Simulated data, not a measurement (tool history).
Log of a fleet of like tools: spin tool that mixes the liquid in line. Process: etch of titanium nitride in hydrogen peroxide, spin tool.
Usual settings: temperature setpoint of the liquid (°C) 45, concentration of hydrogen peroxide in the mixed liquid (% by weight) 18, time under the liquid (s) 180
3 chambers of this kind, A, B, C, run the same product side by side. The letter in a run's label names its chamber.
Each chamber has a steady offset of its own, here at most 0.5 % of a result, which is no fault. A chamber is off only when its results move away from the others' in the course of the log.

run	hour	temperature setpoint of the liquid (°C)	concentration of hydrogen peroxide in the mixed liquid (% by weight)	time under the liquid (s)	hours since the thermometer was replaced	hours since the peroxide flow meter was replaced	hours since the heated supply line was repaired	hours since the drum of peroxide was connected	read-back film thickness of the titanium nitride reference wafer, read on the same gauge (nm)	thickness taken off the titanium nitride on a monitor wafer (nm)
1C	4.4	45	18	180	128.7	1158.5	593.7	559.5	119.99	6.7913
2A	10.8	45	18	180	1227.5	1955.2	2772.7	474.5	119.99	6.7632
3B	16.2	45	18	180	2055.2	545.7	107.1	331.9	119.93	6.8158
4B	22.4	45	18	180	2061.4	551.9	113.3	338.1	119.96	6.8018
5C	28	45	18	180	152.3	1182.1	617.3	583.1	119.97	6.787
6A	35.3	45	18	180	1252	1979.7	2797.2	499	120.04	6.8606
7C	40.7	45	18	180	165	1194.8	630	595.8	120.01	6.7856
8B	46.9	45	18	180	2085.9	576.4	137.8	362.6	120.05	6.8478
9A	51.8	45	18	180	1268.5	1996.2	2813.7	515.5	119.97	6.7887
10B	57.5	45	18	180	2096.5	587	148.4	373.2	120.05	6.8031
11C	63.1	45	18	180	187.4	1217.2	652.4	618.2	120.01	6.7798
# hour 68.7: chamber B: thermometer replaced
12A	71.1	45	18	180	1287.8	2015.5	2833	534.8	120	6.7874
13A	77.3	45	21	180	1294	2021.7	2839.2	541	119.98	7.0201
14C	81.1	45	21	180	205.4	1235.2	670.4	636.2	119.97	6.871
15B	86.9	45	21	180	18.2	616.4	177.8	402.6	119.99	7.0181
16A	91.1	37.5	18	220	1307.8	2035.5	2853	554.8	120.03	4.6851
17B	95.9	37.5	18	220	27.2	625.4	186.8	411.6	120	4.6959
18C	102	37.5	18	220	226.3	1256.1	691.3	657.1	120.03	4.5689
19C	106.7	45	18	180	231	1260.8	696	661.8	119.95	6.5532
20B	114.6	45	18	180	45.9	644.1	205.5	430.3	119.96	6.8394
# hour 117.4: chamber A: thermometer replaced
21A	119.5	53	18	180	2.1	2063.9	2881.4	583.2	120	12.294

What goes on in this fleet: one chamber off, a drifting gauge, or nothing beyond the chambers' own small offsets? Name the chamber and the cause, if any.

Chamber C drifts away from the others.
Cause: temperature lost on the way to the wafer (K) = 0.669.
The log may not tell that from: liquid colder than its thermometer reads (K).

Here are 4 candidates for chamber C's next run, each the usual settings with a change, their results left as question marks. Which one brings its results back in line with what the others give on the usual settings?
In line means no further than this from the other chambers' mean on the usual settings: thickness taken off the titanium nitride on a monitor wafer (nm) 0.11
22C-1	125.3	45	18	185						?
22C-2	125.3	45	22.5	180						?
22C-3	125.3	45	18	175						?
22C-4	125.3	45	18	170						?

The other chambers' mean on the usual settings: thickness taken off the titanium nitride on a monitor wafer (nm) 6.8163
run	thickness taken off the titanium nitride on a monitor wafer (nm)
22C-1	6.6562
22C-2	6.7921
22C-3	6.2964
22C-4	6.1165
22C-2 brings the chamber back in line.

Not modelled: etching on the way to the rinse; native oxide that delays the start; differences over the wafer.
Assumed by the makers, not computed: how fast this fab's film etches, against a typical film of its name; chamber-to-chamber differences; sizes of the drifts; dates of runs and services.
